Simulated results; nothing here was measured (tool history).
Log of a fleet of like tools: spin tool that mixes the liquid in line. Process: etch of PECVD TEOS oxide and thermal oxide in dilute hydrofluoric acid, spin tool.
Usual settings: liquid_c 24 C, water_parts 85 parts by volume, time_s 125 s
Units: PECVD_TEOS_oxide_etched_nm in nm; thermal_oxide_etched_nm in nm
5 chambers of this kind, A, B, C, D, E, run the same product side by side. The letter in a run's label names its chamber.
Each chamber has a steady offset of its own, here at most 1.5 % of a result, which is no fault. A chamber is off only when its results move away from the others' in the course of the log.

run   hour  liquid_c  water_parts  time_s  hours since the thermometer was replaced  hours since the hydrofluoric acid flow meter was replaced  read-back film thickness of the PECVD TEOS oxide reference wafer, read on the same gauge (nm)  read-back film thickness of the thermal oxide reference wafer, read on the same gauge (nm)  PECVD_TEOS_oxide_etched_nm  thermal_oxide_etched_nm
 1D    9.6        24           85     125                                    1727.6                                                      243.3                                                                                         100.01                                                                                      119.99                      42.986                    7.155
 2B   18.7        24           85     125                                        32                                                      347.7                                                                                            100                                                                                      119.99                      42.969                   7.1235
 3C   29.4        24           85     125                                    1252.7                                                      182.6                                                                                         100.01                                                                                      120.01                      42.757                   7.2622
 4E   41.7        24           85     125                                     811.8                                                        808                                                                                          99.99                                                                                      119.99                      42.137                   7.1424
 5A   54.3        24           85     125                                      1254                                                      370.9                                                                                         100.01                                                                                      120.01                      42.823                    7.164
 6E   60.7        24           85     125                                     830.8                                                        827                                                                                         100.01                                                                                      119.98                      42.494                   7.1834
 7B   74.1        24           85     125                                      87.4                                                      403.1                                                                                         100.01                                                                                      119.99                      43.001                   7.1496
 8D   80.7        24          120     125                                    1798.7                                                      314.4                                                                                            100                                                                                      119.99                      29.004                   4.8376
 9A   92.5        24          120     125                                    1292.2                                                      409.1                                                                                         100.01                                                                                      119.99                      28.965                   4.8225
10C  105.5        24          120     125                                    1328.8                                                      258.7                                                                                         99.991                                                                                      119.99                      29.012                   4.9001
11A  119.2        24          120     125                                    1318.9                                                      435.8                                                                                         99.976                                                                                      119.97                      28.746                   4.8255
12C  130.2        24          120     125                                    1353.5                                                      283.4                                                                                         99.992                                                                                      120.01                      28.923                   4.9376
13B  141.1        24           85     125                                     154.4                                                      470.1                                                                                            100                                                                                      119.99                      43.029                   7.1867
14E    152        24           85     125                                     922.1                                                      918.3                                                                                         99.998                                                                                      119.99                      42.389                   7.1252
15D  166.1        24           85     125                                    1884.1                                                      399.8                                                                                         99.996                                                                                      120.01                      42.982                   7.1348
16E  174.5        24           85     125                                     944.6                                                      940.8                                                                                         100.02                                                                                      120.01                      42.233                   7.1943
17B  183.7        24           85     125                                       197                                                      512.7                                                                                         99.988                                                                                      119.99                      43.403                   7.0922
18A  191.9        24           85     125                                    1391.6                                                      508.5                                                                                         100.01                                                                                         120                      42.934                   7.1039
19C  203.5        24           95      60                                    1426.8                                                      356.7                                                                                         100.04                                                                                         120                      18.083                   3.0675
20D  209.9        24           95      60                                    1927.9                                                      443.6                                                                                         100.01                                                                                         120                        18.2                   3.0284
21C  216.8        24           95      60                                    1440.1                                                        370                                                                                         99.999                                                                                      120.01                      18.069                   3.0914
22B  225.9        24           95      60                                     239.2                                                      554.9                                                                                         100.01                                                                                      119.99                      18.353                   3.0311
23E  240.1        24           95      60                                    1010.2                                                     1006.4                                                                                         99.985                                                                                      120.01                      17.914                   3.0223
24A  251.6        24           85     125                                    1451.3                                                      568.2                                                                                          99.99                                                                                      120.02                      42.951                   7.0987
25D  263.2        24           85     125                                    1981.2                                                      496.9                                                                                            100                                                                                      119.99                      42.862                    7.138
     270.7  -- chamber C: thermometer replaced
     274.4  -- chamber A: hydrofluoric acid flow meter replaced
26E    278      21.5           85     125                                    1048.1                                                     1044.3                                                                                         99.999                                                                                      120.01                      38.175                   6.4637
27D  288.8      21.5           85     125                                    2006.8                                                      522.5                                                                                         99.988                                                                                         120                      38.828                   6.4638
28C  295.7      21.5           85     125                                      25.1                                                      448.9                                                                                         99.992                                                                                      119.99                       38.52                   6.5866
29B  309.2      21.5           85     125                                     322.5                                                      638.2                                                                                         100.01                                                                                      120.01                      38.953                   6.4646
30A    323      21.5           85     125                                    1522.7                                                       48.7                                                                                         100.02                                                                                      119.98                      39.002                   6.3928
31E    333        24           85     125                                    1103.1                                                     1099.3                                                                                         100.01                                                                                      119.99                      42.103                   7.1809
     344.3  -- chamber D: thermometer replaced
32A  344.8        24           85     125                                    1544.5                                                       70.5                                                                                         99.998                                                                                         120                      42.947                   7.1391
33C  354.2        24           85     125                                      83.6                                                      507.4                                                                                         100.01                                                                                      120.01                      42.606                   7.1879
34B  361.8        24           85     125                                     375.1                                                      690.8                                                                                         100.01                                                                                      119.97                      43.248                   7.0803
35D  374.4        24          115     100                                      30.1                                                      608.1                                                                                         99.995                                                                                      120.01                      24.199                   4.0452
36A  387.1        24          115     100                                    1586.8                                                      112.8                                                                                         99.984                                                                                      120.01                      24.204                   4.0527
37C  394.8        24          115     100                                     124.2                                                        548                                                                                         100.01                                                                                         120                      24.339                   4.1516

All 5 chambers run these settings next. Forecast each chamber's results:
38A  405.4        24           85     125                                                                                                                                                                                                                                                                                                                           ?                        ?
38B  405.4        24           85     125                                                                                                                                                                                                                                                                                                                           ?                        ?
38C  405.4        24           85     125                                                                                                                                                                                                                                                                                                                           ?                        ?
38D  405.4        24           85     125                                                                                                                                                                                                                                                                                                                           ?                        ?
38E  405.4        24           85     125                                                                                                                                                                                                                                                                                                                           ?                        ?

run  PECVD_TEOS_oxide_etched_nm  thermal_oxide_etched_nm
38A                      42.652                   7.1251
38B                      43.071                   7.2009
38C                        42.3                   7.2333
38D                      42.577                   7.1883
38E                      42.136                   7.2173
